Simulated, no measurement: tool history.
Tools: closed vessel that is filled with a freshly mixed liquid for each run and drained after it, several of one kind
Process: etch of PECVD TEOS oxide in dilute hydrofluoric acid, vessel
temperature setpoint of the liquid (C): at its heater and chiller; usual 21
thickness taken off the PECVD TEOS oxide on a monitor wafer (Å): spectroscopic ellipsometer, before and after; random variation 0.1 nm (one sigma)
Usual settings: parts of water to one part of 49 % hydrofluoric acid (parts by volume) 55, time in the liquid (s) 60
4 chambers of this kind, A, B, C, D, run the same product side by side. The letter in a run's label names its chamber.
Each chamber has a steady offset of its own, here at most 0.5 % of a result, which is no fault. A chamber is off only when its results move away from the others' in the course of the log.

run,hour,temperature setpoint of the liquid (C),parts of water to one part of 49 % hydrofluoric acid (parts by volume),time in the liquid (s),hours since the thermometer was replaced,hours since the hydrofluoric acid flow meter was replaced,"read-back film thickness of the PECVD TEOS oxide reference wafer, read on the same gauge (nm)",thickness taken off the PECVD TEOS oxide on a monitor wafer (Å)
1D,3.8,21,55,60,620.9,1706.0,150.01,104.020
2C,10.8,21,55,60,172.0,2260.9,149.96,104.230
3A,18.6,21,55,60,589.0,648.1,149.97,102.310
4B,25.7,21,55,60,808.8,395.1,150.02,102.450
5B,32.6,21,55,60,815.7,402.0,150.04,102.580
6C,38.3,21,55,60,199.5,2288.4,149.99,102.730
7A,42.0,21,55,60,612.4,671.5,150.00,103.820
8D,50.2,21,55,60,667.3,1752.4,150.02,104.280
9D,54.8,21,55,60,671.9,1757.0,150.00,103.820
10B,60.3,21,55,60,843.4,429.7,149.99,102.230
11A,66.6,21,55,50,637.0,696.1,149.98,85.932
12C,73.2,21,55,50,234.4,2323.3,150.01,87.382
13C,77.8,21,55,50,239.0,2327.9,150.01,86.135
14D,84.2,21,55,50,701.3,1786.4,150.00,87.155
15A,90.5,21,55,60,660.9,720.0,149.96,104.010
16B,94.2,21,55,60,877.3,463.6,149.99,100.750
17D,97.9,18,55,60,715.0,1800.1,150.01,89.826
18C,104.5,18,55,60,265.7,2354.6,150.01,91.486
19A,112.4,18,55,60,682.8,741.9,149.96,93.039
20B,116.5,18,55,60,899.6,485.9,150.01,90.501
21A,120.3,21,55,60,690.7,749.8,149.97,105.780
22D,125.5,21,55,60,742.6,1827.7,149.99,104.930
23B,132.4,21,55,60,915.5,501.8,150.00,102.410
24C,138.4,21,55,60,299.6,2388.5,150.01,106.230
25C,143.3,21,55,60,304.5,2393.4,150.00,103.720
26A,149.4,21,55,60,719.8,778.9,149.98,104.530
27D,154.7,25,55,30,771.8,1856.9,149.99,61.833
28B,162.6,25,55,30,945.7,532.0,150.02,60.472
29D,167.7,25,55,30,784.8,1869.9,149.99,61.176
30B,172.9,25,55,30,956.0,542.3,150.04,59.475
31A,176.7,21,55,60,747.1,806.2,150.04,109.390
32C,181.0,21,55,60,342.2,2431.1,149.94,102.360
33D,186.7,21,55,60,803.8,1888.9,150.00,103.770
34A,192.9,21,35,80,763.3,822.4,149.97,232.120
35B,200.1,21,35,80,983.2,569.5,150.02,225.960
36C,204.9,21,35,80,366.1,2455.0,150.04,218.550
# hour 205.9: chamber C: hydrofluoric acid flow meter replaced
37C,212.8,21,35,80,374.0,7.0,149.99,220.770
38B,218.2,21,55,60,1001.3,587.6,150.01,101.030
39D,222.6,21,55,60,839.7,1924.8,149.97,103.270
40A,227.5,21,85,90,797.9,857.0,149.99,102.290
41B,232.9,21,85,90,1016.0,602.3,149.97,97.097

What goes on in this fleet: one chamber off, a drifting gauge, or nothing beyond the chambers' own small offsets? Name the chamber and the cause, if any.

Chamber A drifts away from the others.
Cause: hydrofluoric acid flow above the setpoint (%) = 5.71.
The log may not tell that from: liquid hotter than its thermometer reads (K).

Here are 4 candidates for chamber A's next run, each the usual settings with a change, their results left as question marks. Which one brings its results back in line with what the others give on the usual settings?
In line means no further than this from the other chambers' mean on the usual settings: thickness taken off the PECVD TEOS oxide on a monitor wafer (Å) 3.600
42A-1,238.8,19.5,55,60,,,,?
42A-2,238.8,22.5,55,60,,,,?
42A-3,238.8,20.5,60,60,,,,?
42A-4,238.8,23.5,55,60,,,,?

The other chambers' mean on the usual settings: thickness taken off the PECVD TEOS oxide on a monitor wafer (Å) 103.330
run,thickness taken off the PECVD TEOS oxide on a monitor wafer (Å)
42A-1,102.540
42A-2,116.540
42A-3,97.463
42A-4,121.570
42A-1 brings the chamber back in line.

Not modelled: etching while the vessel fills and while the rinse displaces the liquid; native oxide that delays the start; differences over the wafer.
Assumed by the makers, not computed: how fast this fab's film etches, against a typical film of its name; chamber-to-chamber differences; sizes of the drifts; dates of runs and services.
